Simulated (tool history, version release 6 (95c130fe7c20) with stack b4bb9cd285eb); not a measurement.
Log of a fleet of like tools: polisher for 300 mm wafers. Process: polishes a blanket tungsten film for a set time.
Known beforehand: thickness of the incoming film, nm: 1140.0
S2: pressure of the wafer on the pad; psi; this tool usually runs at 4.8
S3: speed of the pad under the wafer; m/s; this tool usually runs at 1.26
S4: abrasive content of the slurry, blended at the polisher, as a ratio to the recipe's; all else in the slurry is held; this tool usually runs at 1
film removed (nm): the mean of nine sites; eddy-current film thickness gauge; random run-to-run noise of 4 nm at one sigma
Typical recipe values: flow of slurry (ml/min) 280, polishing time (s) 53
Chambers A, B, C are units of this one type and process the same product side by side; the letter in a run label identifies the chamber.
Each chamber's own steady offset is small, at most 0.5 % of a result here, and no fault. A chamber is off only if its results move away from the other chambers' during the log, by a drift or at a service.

{"run": "1A", "hour": 11.7, "flow of slurry (ml/min)": 280, "S2": 4.8, "S3": 1.26, "S4": 1, "polishing time (s)": 53, "film removed (nm)": 418.02}
{"run": "2C", "hour": 19.1, "flow of slurry (ml/min)": 280, "S2": 4.8, "S3": 1.26, "S4": 1, "polishing time (s)": 53, "film removed (nm)": 416.79}
{"hour": 24.8, "done": "chamber A: worn pad replaced by a new one"}
{"hour": 30.6, "done": "chamber A: slurry tank refilled with fresh slurry and peroxide"}
{"hour": 31.9, "done": "chamber B: worn pad replaced by a new one"}
{"run": "3B", "hour": 33.4, "flow of slurry (ml/min)": 280, "S2": 4.8, "S3": 1.26, "S4": 1, "polishing time (s)": 53, "film removed (nm)": 420.8}
{"run": "4A", "hour": 41.1, "flow of slurry (ml/min)": 280, "S2": 4.8, "S3": 1.26, "S4": 1, "polishing time (s)": 53, "film removed (nm)": 411.98}
{"run": "5C", "hour": 50.6, "flow of slurry (ml/min)": 280, "S2": 4.8, "S3": 1.26, "S4": 1, "polishing time (s)": 53, "film removed (nm)": 424.21}
{"run": "6B", "hour": 60.7, "flow of slurry (ml/min)": 280, "S2": 4.8, "S3": 1.06, "S4": 1.25, "polishing time (s)": 53, "film removed (nm)": 372.45}
{"run": "7B", "hour": 73.2, "flow of slurry (ml/min)": 280, "S2": 4.8, "S3": 1.06, "S4": 1.25, "polishing time (s)": 53, "film removed (nm)": 372.61}
{"hour": 75.1, "done": "chamber C: slurry tank refilled with fresh slurry and peroxide"}
{"hour": 78.7, "done": "chamber B: head pressure recalibrated"}
{"run": "8C", "hour": 80.3, "flow of slurry (ml/min)": 280, "S2": 4.8, "S3": 1.06, "S4": 1.25, "polishing time (s)": 53, "film removed (nm)": 367.57}
{"hour": 91.5, "done": "chamber B: slurry tank refilled with fresh slurry and peroxide"}
{"run": "9A", "hour": 92.7, "flow of slurry (ml/min)": 280, "S2": 4.8, "S3": 1.26, "S4": 1, "polishing time (s)": 53, "film removed (nm)": 416.39}
{"run": "10C", "hour": 104.4, "flow of slurry (ml/min)": 280, "S2": 4.8, "S3": 1.26, "S4": 1, "polishing time (s)": 53, "film removed (nm)": 413.09}
{"run": "11B", "hour": 115.7, "flow of slurry (ml/min)": 280, "S2": 4.8, "S3": 1.26, "S4": 1, "polishing time (s)": 53, "film removed (nm)": 422.59}
{"hour": 117.3, "done": "chamber C: worn pad replaced by a new one"}
{"hour": 121.7, "done": "chamber A: slurry tank refilled with fresh slurry and peroxide"}
{"run": "12A", "hour": 126.8, "flow of slurry (ml/min)": 280, "S2": 4.8, "S3": 1.26, "S4": 1, "polishing time (s)": 53, "film removed (nm)": 417.08}
{"run": "13B", "hour": 141.1, "flow of slurry (ml/min)": 280, "S2": 4.8, "S3": 1.26, "S4": 1, "polishing time (s)": 53, "film removed (nm)": 407.05}
{"run": "14A", "hour": 153.1, "flow of slurry (ml/min)": 280, "S2": 4.8, "S3": 1.26, "S4": 1, "polishing time (s)": 53, "film removed (nm)": 410.42}
{"hour": 155.9, "done": "chamber B: worn pad replaced by a new one"}
{"run": "15C", "hour": 166.1, "flow of slurry (ml/min)": 280, "S2": 4.8, "S3": 1.26, "S4": 1, "polishing time (s)": 53, "film removed (nm)": 414.77}
{"run": "16B", "hour": 181.2, "flow of slurry (ml/min)": 280, "S2": 4.8, "S3": 1.26, "S4": 1, "polishing time (s)": 53, "film removed (nm)": 420.91}
{"hour": 186.7, "done": "chamber C: slurry tank refilled with fresh slurry and peroxide"}
{"run": "17A", "hour": 190.9, "flow of slurry (ml/min)": 280, "S2": 4.8, "S3": 1.26, "S4": 1, "polishing time (s)": 53, "film removed (nm)": 417.39}
{"run": "18C", "hour": 199.1, "flow of slurry (ml/min)": 280, "S2": 4.8, "S3": 1.26, "S4": 1, "polishing time (s)": 53, "film removed (nm)": 406.09}
{"hour": 199.9, "done": "chamber A: slurry blender recalibrated"}
{"hour": 204.3, "done": "chamber A: worn pad replaced by a new one"}
{"hour": 207.9, "done": "chamber B: slurry blender recalibrated"}
{"run": "19A", "hour": 211.8, "flow of slurry (ml/min)": 280, "S2": 4.8, "S3": 1.26, "S4": 1, "polishing time (s)": 53, "film removed (nm)": 411.71}
{"hour": 222.4, "done": "chamber A: head pressure recalibrated"}
{"hour": 222.5, "done": "chamber C: slurry blender recalibrated"}
{"run": "20C", "hour": 223.1, "flow of slurry (ml/min)": 280, "S2": 4.8, "S3": 1.26, "S4": 1, "polishing time (s)": 53, "film removed (nm)": 416.45}
{"hour": 223.9, "done": "chamber C: slurry nozzle cleaned"}
{"hour": 233.6, "done": "chamber A: slurry tank refilled with fresh slurry and peroxide"}
{"hour": 235.0, "done": "chamber B: slurry tank refilled with fresh slurry and peroxide"}
{"run": "21B", "hour": 237.6, "flow of slurry (ml/min)": 280, "S2": 4.8, "S3": 1.26, "S4": 1, "polishing time (s)": 39, "film removed (nm)": 308.86}
{"run": "22C", "hour": 249.9, "flow of slurry (ml/min)": 280, "S2": 4.8, "S3": 1.26, "S4": 1, "polishing time (s)": 39, "film removed (nm)": 303.37}
{"run": "23B", "hour": 258.3, "flow of slurry (ml/min)": 280, "S2": 4.8, "S3": 1.26, "S4": 1, "polishing time (s)": 39, "film removed (nm)": 305.29}
{"run": "24A", "hour": 271.7, "flow of slurry (ml/min)": 280, "S2": 4.8, "S3": 1.26, "S4": 1, "polishing time (s)": 53, "film removed (nm)": 410.93}
{"hour": 280.5, "done": "chamber B: worn pad replaced by a new one"}
{"run": "25A", "hour": 281.5, "flow of slurry (ml/min)": 280, "S2": 4.8, "S3": 1.26, "S4": 1, "polishing time (s)": 53, "film removed (nm)": 413.51}
{"hour": 283.8, "done": "chamber C: worn pad replaced by a new one"}
{"run": "26C", "hour": 289.9, "flow of slurry (ml/min)": 280, "S2": 4.8, "S3": 1.26, "S4": 1, "polishing time (s)": 53, "film removed (nm)": 419.03}
{"hour": 295.1, "done": "chamber C: slurry tank refilled with fresh slurry and peroxide"}
{"run": "27B", "hour": 298.1, "flow of slurry (ml/min)": 280, "S2": 3.7, "S3": 1.26, "S4": 1, "polishing time (s)": 53, "film removed (nm)": 318.06}
{"run": "28B", "hour": 306.7, "flow of slurry (ml/min)": 280, "S2": 3.7, "S3": 1.26, "S4": 1, "polishing time (s)": 53, "film removed (nm)": 318.05}
{"run": "29C", "hour": 318.6, "flow of slurry (ml/min)": 280, "S2": 3.7, "S3": 1.26, "S4": 1, "polishing time (s)": 53, "film removed (nm)": 319}
{"hour": 319.5, "done": "chamber A: slurry tank refilled with fresh slurry and peroxide"}
{"run": "30A", "hour": 328.5, "flow of slurry (ml/min)": 280, "S2": 4.8, "S3": 1.26, "S4": 1, "polishing time (s)": 53, "film removed (nm)": 411.15}
{"run": "31A", "hour": 340.4, "flow of slurry (ml/min)": 280, "S2": 4.8, "S3": 1.26, "S4": 1, "polishing time (s)": 53, "film removed (nm)": 415.15}
{"run": "32C", "hour": 355.6, "flow of slurry (ml/min)": 280, "S2": 4.8, "S3": 1.26, "S4": 1, "polishing time (s)": 53, "film removed (nm)": 414.09}
{"run": "33B", "hour": 367.6, "flow of slurry (ml/min)": 280, "S2": 4.8, "S3": 1.26, "S4": 1, "polishing time (s)": 53, "film removed (nm)": 418.11}
{"run": "34C", "hour": 375.0, "flow of slurry (ml/min)": 280, "S2": 4.8, "S3": 1.26, "S4": 1, "polishing time (s)": 37, "film removed (nm)": 286.54}

For the next run the whole fleet of 3 chambers uses the same settings. Give each chamber's results:
{"run": "35A", "hour": 386.1, "flow of slurry (ml/min)": 280, "S2": 4.8, "S3": 1.02, "S4": 1, "polishing time (s)": 53, "film removed (nm)": "?"}
{"run": "35B", "hour": 386.1, "flow of slurry (ml/min)": 280, "S2": 4.8, "S3": 1.02, "S4": 1, "polishing time (s)": 53, "film removed (nm)": "?"}
{"run": "35C", "hour": 386.1, "flow of slurry (ml/min)": 280, "S2": 4.8, "S3": 1.02, "S4": 1, "polishing time (s)": 53, "film removed (nm)": "?"}

run=35A film_removed_(nm)=340.41
run=35B film_removed_(nm)=341.44
run=35C film_removed_(nm)=338.15
